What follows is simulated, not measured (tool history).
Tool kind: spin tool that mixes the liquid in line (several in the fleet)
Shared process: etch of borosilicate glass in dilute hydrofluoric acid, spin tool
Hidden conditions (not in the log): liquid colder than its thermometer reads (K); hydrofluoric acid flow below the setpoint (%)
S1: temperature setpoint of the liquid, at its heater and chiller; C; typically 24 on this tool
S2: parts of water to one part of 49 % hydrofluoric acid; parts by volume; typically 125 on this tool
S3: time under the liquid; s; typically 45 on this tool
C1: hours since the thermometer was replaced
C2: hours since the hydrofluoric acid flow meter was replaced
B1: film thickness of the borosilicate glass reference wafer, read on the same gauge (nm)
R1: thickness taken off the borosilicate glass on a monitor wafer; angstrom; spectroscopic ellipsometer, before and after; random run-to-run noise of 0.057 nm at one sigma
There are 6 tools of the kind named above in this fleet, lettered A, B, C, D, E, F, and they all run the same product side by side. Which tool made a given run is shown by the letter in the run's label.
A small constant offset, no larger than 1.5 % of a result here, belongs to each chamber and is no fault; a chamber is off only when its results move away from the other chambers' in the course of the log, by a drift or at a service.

Run 1C, hour 6.8: usual settings; C1 461.9; C2 658.8; B1 29.979. Result: R1 78.505 angstrom.
Run 2E, hour 14.3: usual settings; C1 1120.3; C2 268.2; B1 30.023. Result: R1 78.441 angstrom.
Run 3B, hour 18.8: usual settings; C1 1015.2; C2 559.9; B1 30.024. Result: R1 78.282 angstrom.
Run 4A, hour 23.8: usual settings; C1 25.6; C2 388; B1 29.979. Result: R1 78.577 angstrom.
Run 5F, hour 29.1: usual settings; C1 1522.8; C2 868.1; B1 29.997. Result: R1 78.826 angstrom.
Run 6D, hour 37.3: usual settings; C1 858.9; C2 1197.5; B1 30.01. Result: R1 78.103 angstrom.
Run 7C, hour 41.9: usual settings; C1 497; C2 693.9; B1 30.012. Result: R1 80.396 angstrom.
Run 8F, hour 46.1: usual settings; C1 1539.8; C2 885.1; B1 29.974. Result: R1 79.195 angstrom.
Run 9E, hour 51.6: usual settings but S1 28.5 C; C1 1157.6; C2 305.5; B1 29.973. Result: R1 93.724 angstrom.
Run 10B, hour 56.7: usual settings but S1 28.5 C; C1 1053.1; C2 597.8; B1 30.021. Result: R1 93.409 angstrom.
Run 11D, hour 66.1: usual settings but S1 28.5 C; C1 887.7; C2 1226.3; B1 30.017. Result: R1 93.111 angstrom.
Run 12A, hour 73.9: usual settings but S1 28.5 C; C1 75.7; C2 438.1; B1 29.984. Result: R1 93.186 angstrom.
Run 13F, hour 81.2: usual settings but S1 28.5 C; C1 1574.9; C2 920.2; B1 29.991. Result: R1 93.722 angstrom.
Run 14D, hour 89: usual settings but S1 28.5 C; C1 910.6; C2 1249.2; B1 29.998. Result: R1 92.527 angstrom.
Run 15A, hour 96.3: usual settings; C1 98.1; C2 460.5; B1 29.996. Result: R1 78.812 angstrom.
Run 16C, hour 102.5: usual settings; C1 557.6; C2 754.5; B1 29.984. Result: R1 80.161 angstrom.
Run 17B, hour 111.4: usual settings; C1 1107.8; C2 652.5; B1 30. Result: R1 78.796 angstrom.
Run 18E, hour 120.8: usual settings but S2 105 parts by volume; C1 1226.8; C2 374.7; B1 30.012. Result: R1 97.363 angstrom.
Run 19E, hour 130: usual settings but S2 105 parts by volume; C1 1236; C2 383.9; B1 29.978. Result: R1 96.795 angstrom.
Run 20D, hour 135.8: usual settings but S2 105 parts by volume; C1 957.4; C2 1296; B1 30.027. Result: R1 95.01 angstrom.
At hour 140.4: chamber C: hydrofluoric acid flow meter replaced.
Run 21B, hour 141.8: usual settings but S2 105 parts by volume; C1 1138.2; C2 682.9; B1 29.999. Result: R1 95.662 angstrom.
Run 22C, hour 146.7: usual settings but S2 105 parts by volume; C1 601.8; C2 6.3; B1 30. Result: R1 97.982 angstrom.
Run 23F, hour 152.1: usual settings but S2 105 parts by volume; C1 1645.8; C2 991.1; B1 30.036. Result: R1 94.975 angstrom.
Run 24A, hour 157.4: usual settings; C1 159.2; C2 521.6; B1 29.992. Result: R1 79.059 angstrom.
Run 25E, hour 166: usual settings; C1 1272; C2 419.9; B1 29.999. Result: R1 80.34 angstrom.
Run 26C, hour 171.4: usual settings; C1 626.5; C2 31; B1 30.01. Result: R1 80.842 angstrom.
Run 27A, hour 177.4: usual settings; C1 179.2; C2 541.6; B1 29.991. Result: R1 78.264 angstrom.
Run 28D, hour 185.5: usual settings; C1 1007.1; C2 1345.7; B1 30.007. Result: R1 78.561 angstrom.
Run 29B, hour 193.8: usual settings; C1 1190.2; C2 734.9; B1 30.002. Result: R1 75.79 angstrom.
Run 30F, hour 202.2: usual settings; C1 1695.9; C2 1041.2; B1 30. Result: R1 79.924 angstrom.
Run 31A, hour 209.2: usual settings; C1 211; C2 573.4; B1 29.997. Result: R1 78.331 angstrom.
Run 32C, hour 214: usual settings; C1 669.1; C2 73.6; B1 29.986. Result: R1 80.652 angstrom.
Run 33F, hour 220.9: usual settings; C1 1714.6; C2 1059.9; B1 29.992. Result: R1 80.25 angstrom.
Run 34B, hour 228.4: usual settings; C1 1224.8; C2 769.5; B1 29.991. Result: R1 74.937 angstrom.
Run 35D, hour 237: usual settings; C1 1058.6; C2 1397.2; B1 29.996. Result: R1 77.87 angstrom.
Run 36E, hour 243.3: usual settings; C1 1349.3; C2 497.2; B1 29.988. Result: R1 79.378 angstrom.
Run 37C, hour 252.8: usual settings; C1 707.9; C2 112.4; B1 29.988. Result: R1 80.666 angstrom.
Run 38A, hour 257.4: usual settings; C1 259.2; C2 621.6; B1 30.012. Result: R1 80.068 angstrom.
Run 39D, hour 266.9: usual settings; C1 1088.5; C2 1427.1; B1 30.015. Result: R1 77.01 angstrom.
Run 40B, hour 275.2: usual settings; C1 1271.6; C2 816.3; B1 29.994. Result: R1 73.512 angstrom.
Run 41F, hour 280.8: usual settings; C1 1774.5; C2 1119.8; B1 30. Result: R1 78.992 angstrom.
Run 42E, hour 286: usual settings; C1 1392; C2 539.9; B1 30.002. Result: R1 79.572 angstrom.
Run 43A, hour 293.2: usual settings; C1 295; C2 657.4; B1 30.011. Result: R1 78.151 angstrom.
Run 44F, hour 300: usual settings; C1 1793.7; C2 1139; B1 29.993. Result: R1 79.873 angstrom.

Predict what each chamber gives when all 6 of them run the settings below next.
Run 45A, hour 306.8: usual settings. Result: R1 ?.
Run 45B, hour 306.8: usual settings. Result: R1 ?.
Run 45C, hour 306.8: usual settings. Result: R1 ?.
Run 45D, hour 306.8: usual settings. Result: R1 ?.
Run 45E, hour 306.8: usual settings. Result: R1 ?.
Run 45F, hour 306.8: usual settings. Result: R1 ?.

run      R1
45A  78.611
45B  72.217
45C  79.659
45D  78.018
45E  79.974
45F  79.678
